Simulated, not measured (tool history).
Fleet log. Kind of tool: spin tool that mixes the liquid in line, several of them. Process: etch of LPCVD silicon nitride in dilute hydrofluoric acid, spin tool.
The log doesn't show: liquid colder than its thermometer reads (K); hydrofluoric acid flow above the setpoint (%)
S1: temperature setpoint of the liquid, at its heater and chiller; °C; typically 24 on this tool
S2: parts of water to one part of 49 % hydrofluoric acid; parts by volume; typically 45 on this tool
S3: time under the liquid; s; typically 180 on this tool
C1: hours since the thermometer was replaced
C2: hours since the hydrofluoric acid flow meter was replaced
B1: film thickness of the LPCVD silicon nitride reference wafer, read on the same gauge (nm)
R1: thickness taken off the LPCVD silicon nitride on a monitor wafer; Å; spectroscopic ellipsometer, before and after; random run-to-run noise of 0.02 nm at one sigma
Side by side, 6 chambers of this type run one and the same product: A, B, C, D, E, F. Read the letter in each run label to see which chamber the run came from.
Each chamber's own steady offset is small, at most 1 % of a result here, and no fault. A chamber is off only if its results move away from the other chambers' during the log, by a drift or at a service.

run 1A hour=4.3 | S1=24 S2=45 S3=180 | C1=536.4 C2=762.3 | B1=70.001 | R1=19.742
run 2D hour=10 | S1=24 S2=45 S3=180 | C1=1089.9 C2=860.1 | B1=69.943 | R1=20.23
run 3F hour=13.7 | S1=24 S2=45 S3=180 | C1=578.5 C2=65.4 | B1=69.995 | R1=19.957
run 4E hour=17.5 | S1=24 S2=45 S3=180 | C1=424.7 C2=438.4 | B1=70.038 | R1=20.329
run 5C hour=22 | S1=24 S2=45 S3=180 | C1=1777.4 C2=1118.2 | B1=69.991 | R1=20.253
run 6B hour=26.3 | S1=24 S2=45 S3=180 | C1=1385.4 C2=188.1 | B1=70.015 | R1=20.078
run 7A hour=30.9 | S1=24 S2=45 S3=180 | C1=563 C2=788.9 | B1=69.997 | R1=19.82
run 8F hour=33.5 | S1=24 S2=45 S3=180 | C1=598.3 C2=85.2 | B1=70.002 | R1=19.999
run 9B hour=36 | S1=24 S2=45 S3=180 | C1=1395.1 C2=197.8 | B1=69.959 | R1=19.761
run 10E hour=41.5 | S1=24 S2=45 S3=180 | C1=448.7 C2=462.4 | B1=69.934 | R1=19.602
run 11C hour=46.4 | S1=24 S2=45 S3=180 | C1=1801.8 C2=1142.6 | B1=69.993 | R1=19.906
run 12D hour=49.2 | S1=28.5 S2=45 S3=180 | C1=1129.1 C2=899.3 | B1=70.043 | R1=26.848
run 13F hour=52.5 | S1=28.5 S2=45 S3=180 | C1=617.3 C2=104.2 | B1=70.002 | R1=26.91
run 14D hour=56.6 | S1=28.5 S2=45 S3=180 | C1=1136.5 C2=906.7 | B1=70.016 | R1=27.098
run 15B hour=60.1 | S1=28.5 S2=45 S3=180 | C1=1419.2 C2=221.9 | B1=69.983 | R1=26.839
run 16C hour=62.9 | S1=28.5 S2=45 S3=180 | C1=1818.3 C2=1159.1 | B1=70.037 | R1=27.581
run 17A hour=67.6 | S1=28.5 S2=45 S3=180 | C1=599.7 C2=825.6 | B1=70.045 | R1=26.889
run 18E hour=70.6 | S1=24 S2=45 S3=180 | C1=477.8 C2=491.5 | B1=69.97 | R1=19.922
run 19C hour=76.1 | S1=24 S2=45 S3=180 | C1=1831.5 C2=1172.3 | B1=69.959 | R1=20.173
run 20D hour=81.3 | S1=24 S2=45 S3=180 | C1=1161.2 C2=931.4 | B1=70.011 | R1=20.307
run 21B hour=86.1 | S1=24 S2=45 S3=180 | C1=1445.2 C2=247.9 | B1=70.032 | R1=20.294
run 22F hour=90.7 | S1=24 S2=45 S3=180 | C1=655.5 C2=142.4 | B1=69.973 | R1=20.09
run 23E hour=96 | S1=24 S2=45 S3=180 | C1=503.2 C2=516.9 | B1=69.989 | R1=19.93
run 24A hour=101.3 | S1=24 S2=45 S3=180 | C1=633.4 C2=859.3 | B1=69.986 | R1=19.934
run 25D hour=106.5 | S1=24 S2=45 S3=180 | C1=1186.4 C2=956.6 | B1=69.999 | R1=20.197
run 26F hour=112 | S1=24 S2=45 S3=180 | C1=676.8 C2=163.7 | B1=70.034 | R1=19.498
run 27E hour=117.5 | S1=24 S2=45 S3=180 | C1=524.7 C2=538.4 | B1=69.978 | R1=19.975
run 28A hour=121.7 | S1=24 S2=45 S3=180 | C1=653.8 C2=879.7 | B1=69.996 | R1=19.939
run 29B hour=124.4 | S1=24 S2=45 S3=180 | C1=1483.5 C2=286.2 | B1=70 | R1=20.183
run 30C hour=128.6 | S1=24 S2=45 S3=180 | C1=1884 C2=1224.8 | B1=69.954 | R1=20.079
run 31F hour=131.4 | S1=24 S2=45 S3=180 | C1=696.2 C2=183.1 | B1=70.031 | R1=19.967
run 32E hour=136.1 | S1=24 S2=45 S3=180 | C1=543.3 C2=557 | B1=69.974 | R1=19.807
run 33B hour=140.9 | S1=25.5 S2=45 S3=225 | C1=1500 C2=302.7 | B1=70.018 | R1=27.636
run 34A hour=146.4 | S1=25.5 S2=45 S3=225 | C1=678.5 C2=904.4 | B1=70.038 | R1=27.59
run 35D hour=149 | S1=25.5 S2=45 S3=225 | C1=1228.9 C2=999.1 | B1=70.056 | R1=27.774
run 36C hour=151.7 | S1=25.5 S2=45 S3=225 | C1=1907.1 C2=1247.9 | B1=69.997 | R1=27.858

Next, every chamber runs the same settings. What will each give?
run 37A hour=155.8 | S1=24 S2=45 S3=180 | R1=?
run 37B hour=155.8 | S1=24 S2=45 S3=180 | R1=?
run 37C hour=155.8 | S1=24 S2=45 S3=180 | R1=?
run 37D hour=155.8 | S1=24 S2=45 S3=180 | R1=?
run 37E hour=155.8 | S1=24 S2=45 S3=180 | R1=?
run 37F hour=155.8 | S1=24 S2=45 S3=180 | R1=?

run=37A R1=19.958
run=37B R1=19.846
run=37C R1=20.411
run=37D R1=19.866
run=37E R1=19.716
run=37F R1=19.904

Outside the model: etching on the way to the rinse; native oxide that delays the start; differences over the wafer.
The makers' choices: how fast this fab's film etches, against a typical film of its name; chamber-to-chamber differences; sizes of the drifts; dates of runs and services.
